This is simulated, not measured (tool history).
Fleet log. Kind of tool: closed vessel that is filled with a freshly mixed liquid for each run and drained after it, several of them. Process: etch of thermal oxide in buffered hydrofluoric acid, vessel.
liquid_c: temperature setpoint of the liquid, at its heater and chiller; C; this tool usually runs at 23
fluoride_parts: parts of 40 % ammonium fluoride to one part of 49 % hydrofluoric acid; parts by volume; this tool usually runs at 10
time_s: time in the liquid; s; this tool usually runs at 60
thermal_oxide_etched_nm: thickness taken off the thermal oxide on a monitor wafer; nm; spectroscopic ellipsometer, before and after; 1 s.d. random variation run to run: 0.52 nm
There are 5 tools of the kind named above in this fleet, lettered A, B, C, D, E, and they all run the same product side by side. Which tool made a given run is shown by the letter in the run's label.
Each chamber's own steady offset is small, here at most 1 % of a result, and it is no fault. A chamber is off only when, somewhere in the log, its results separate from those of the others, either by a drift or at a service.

run,hour,liquid_c,fluoride_parts,time_s,"read-back film thickness of the thermal oxide reference wafer, read on the same gauge (nm)",thermal_oxide_etched_nm
1E,6.2,23,10,60,59.992,71.829
2D,13.2,23,10,60,59.984,71.882
3C,19.3,23,10,60,60.001,71.155
4A,25.2,23,10,60,60.015,70.664
5B,32.9,23,10,60,60.02,71.498
6D,40.3,23,10,60,60.011,71.567
7E,45.7,23,10,40,60.007,47.87
8A,54.8,23,10,40,59.993,47.224
9C,61.2,23,10,40,59.992,48.79
10B,68.3,23,10,40,59.992,47.368
11E,76.1,23,10,40,59.999,48.008
12C,83.7,23,10,60,59.987,73.546
13A,88.1,19.5,10,60,59.996,58.616
14B,93.8,19.5,10,60,60.009,59.88
15D,103.2,19.5,10,60,59.99,59.827
16B,109.1,19.5,10,60,59.992,58.722
17E,118.1,19.5,10,60,60.006,58.983
18C,126.8,23,10,60,60.011,73.925
19D,132,23,10,60,59.997,72.202
20A,139.4,23,10,60,59.999,71.474
21C,144.7,23,10,60,60.007,75.746
22A,153.1,20,11.5,60,59.979,53.327
23E,158.9,20,11.5,60,59.987,53.14
24B,167.3,20,11.5,60,59.989,52.076
25D,173.8,20,11.5,60,60.01,53.105
26E,181.7,20,11.5,60,60.014,53.426
27A,187.9,23,10,60,59.991,71.363
28C,196.5,23,10,60,59.99,75.469
29B,205.3,23,10,60,60,71.842
30D,211.6,23,10,60,59.99,71.914

Is one chamber out of step, is the gauge drifting, or do the chambers differ by no more than their own small offsets? For an off chamber, give its letter and the likeliest cause.

Little by little, chamber C moves away from the other chambers.
Most likely cause: liquid hotter than its thermometer reads (K) = 1.13.
The log might look much the same if the cause were instead: hydrofluoric acid flow above the setpoint (%).

Below are 4 candidate recipes for chamber C's next run, each the usual settings with a change, their results shown as question marks. Which of them brings C's results back in line with what the other chambers give on the usual settings?
A result is in line if it is within this distance of the other chambers' mean on the usual settings: thermal_oxide_etched_nm 1.8 nm
31C-1,218.5,22,10,60,,?
31C-2,218.5,23.5,10,65,,?
31C-3,218.5,21,10,60,,?
31C-4,218.5,23.5,9.5,60,,?

The other chambers' mean on the usual settings: thermal_oxide_etched_nm 71.758 nm
run,thermal_oxide_etched_nm
31C-1,72.485
31C-2,85.176
31C-3,68.643
31C-4,81.237
The answer is 31C-1, which returns the chamber to within the allowed miss of the others.

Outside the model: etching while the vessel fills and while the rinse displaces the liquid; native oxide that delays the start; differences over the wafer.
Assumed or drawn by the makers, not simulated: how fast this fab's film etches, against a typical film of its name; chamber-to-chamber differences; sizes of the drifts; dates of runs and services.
